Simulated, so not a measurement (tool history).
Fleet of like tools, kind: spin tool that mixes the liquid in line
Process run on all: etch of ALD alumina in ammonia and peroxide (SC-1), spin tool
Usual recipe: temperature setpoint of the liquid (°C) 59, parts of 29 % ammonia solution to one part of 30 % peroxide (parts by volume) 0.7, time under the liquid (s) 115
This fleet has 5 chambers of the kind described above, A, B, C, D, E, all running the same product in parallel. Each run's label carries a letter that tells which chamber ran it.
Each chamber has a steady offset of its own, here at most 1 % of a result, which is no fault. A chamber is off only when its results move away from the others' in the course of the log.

run   hour  temperature setpoint of the liquid (°C)  parts of 29 % ammonia solution to one part of 30 % peroxide (parts by volume)  time under the liquid (s)  read-back film thickness of the ALD alumina reference wafer, read on the same gauge (nm)  thickness taken off the ALD alumina on a monitor wafer (angstrom)
 1A   12.7                                       59                                                                            0.7                        115                                                                                    39.976                                                             82.455
 2E   26.1                                       59                                                                            0.7                        115                                                                                     39.97                                                             83.265
      32.1  -- chamber B: new drum of ammonia solution connected
 3D   35.8                                       59                                                                            0.7                        115                                                                                    39.991                                                             82.165
      45.9  -- chamber D: new drum of ammonia solution connected
 4B   47.6                                       59                                                                            0.7                        115                                                                                    39.971                                                             83.205
 5C   57.1                                       59                                                                            0.7                        115                                                                                    39.985                                                             84.335
        59  -- chamber C: new drum of ammonia solution connected
 6B     71                                       59                                                                            0.7                        115                                                                                    39.989                                                             83.497
 7D   80.6                                       59                                                                            0.7                        115                                                                                    40.021                                                             83.176
 8E     89                                       50                                                                            0.7                         45                                                                                    39.983                                                             19.935
 9A  101.5                                       50                                                                            0.7                         45                                                                                    40.002                                                             20.068
     108.9  -- chamber D: heated supply line repaired
10C  112.7                                       50                                                                            0.7                         45                                                                                    40.025                                                             20.412
11E  119.1                                       50                                                                            0.7                         45                                                                                     40.03                                                             20.205
12B  129.8                                       50                                                                            0.7                         45                                                                                    39.978                                                             20.051
13C  144.1                                       59                                                                            0.7                        115                                                                                    39.973                                                             85.324
     145.1  -- chamber E: thermometer replaced
     154.2  -- chamber B: ammonia flow meter replaced
     155.3  -- chamber E: ammonia flow meter replaced
14D  158.6                                     63.5                                                                            0.7                        115                                                                                    40.057                                                             104.18
15A  170.1                                     63.5                                                                            0.7                        115                                                                                    39.972                                                             103.12
16E  182.6                                     63.5                                                                            0.7                        115                                                                                     40.02                                                             104.37
17C  189.5                                     63.5                                                                            0.7                        115                                                                                    40.003                                                             108.57
     202.3  -- chamber A: new drum of ammonia solution connected
18B  203.9                                     63.5                                                                            0.7                        115                                                                                    39.997                                                                105
19A  218.3                                       59                                                                            0.7                        115                                                                                    40.033                                                             81.455
20D  225.5                                       59                                                                            0.7                        115                                                                                    40.031                                                             82.988
21C  236.3                                       59                                                                            0.7                         70                                                                                     39.98                                                             53.528
22B  245.3                                       59                                                                            0.7                         70                                                                                    40.009                                                             50.998
23D  253.7                                       59                                                                            0.7                         70                                                                                    39.969                                                             50.465
24A  266.7                                       59                                                                            0.7                         70                                                                                    40.023                                                             50.194
25E  274.1                                       59                                                                            0.7                         70                                                                                    39.991                                                             50.078
     276.3  -- chamber B: new drum of ammonia solution connected
26A  281.4                                       59                                                                            0.7                        115                                                                                     40.03                                                              82.34
27C  293.4                                       59                                                                            0.7                        115                                                                                    40.044                                                             88.889
     295.6  -- chamber D: thermometer replaced
28D  301.7                                       59                                                                            0.7                        115                                                                                    39.991                                                              84.22
29B  309.8                                       65                                                                            0.4                        115                                                                                    40.016                                                             107.56
30E  317.2                                       65                                                                            0.4                        115                                                                                    40.006                                                             104.58
31A  326.3                                       65                                                                            0.4                        115                                                                                    39.997                                                             105.57
32C  333.5                                       65                                                                            0.4                        115                                                                                    40.014                                                             114.78
33D  343.3                                       65                                                                            0.4                        115                                                                                    39.963                                                             105.65
34E  355.8                                       59                                                                            0.7                        115                                                                                    40.032                                                              82.94

All chambers now run identical settings, listed one chamber a line with results as question marks. What results will each chamber show?
35A  366.2                                       59                                                                            0.7                        115                                                                                                                                                            ?
35B  366.2                                       59                                                                            0.7                        115                                                                                                                                                            ?
35C  366.2                                       59                                                                            0.7                        115                                                                                                                                                            ?
35D  366.2                                       59                                                                            0.7                        115                                                                                                                                                            ?
35E  366.2                                       59                                                                            0.7                        115                                                                                                                                                            ?

run  thickness taken off the ALD alumina on a monitor wafer (angstrom)
35A                                                             81.743
35B                                                             82.535
35C                                                             90.601
35D                                                              82.08
35E                                                             82.175
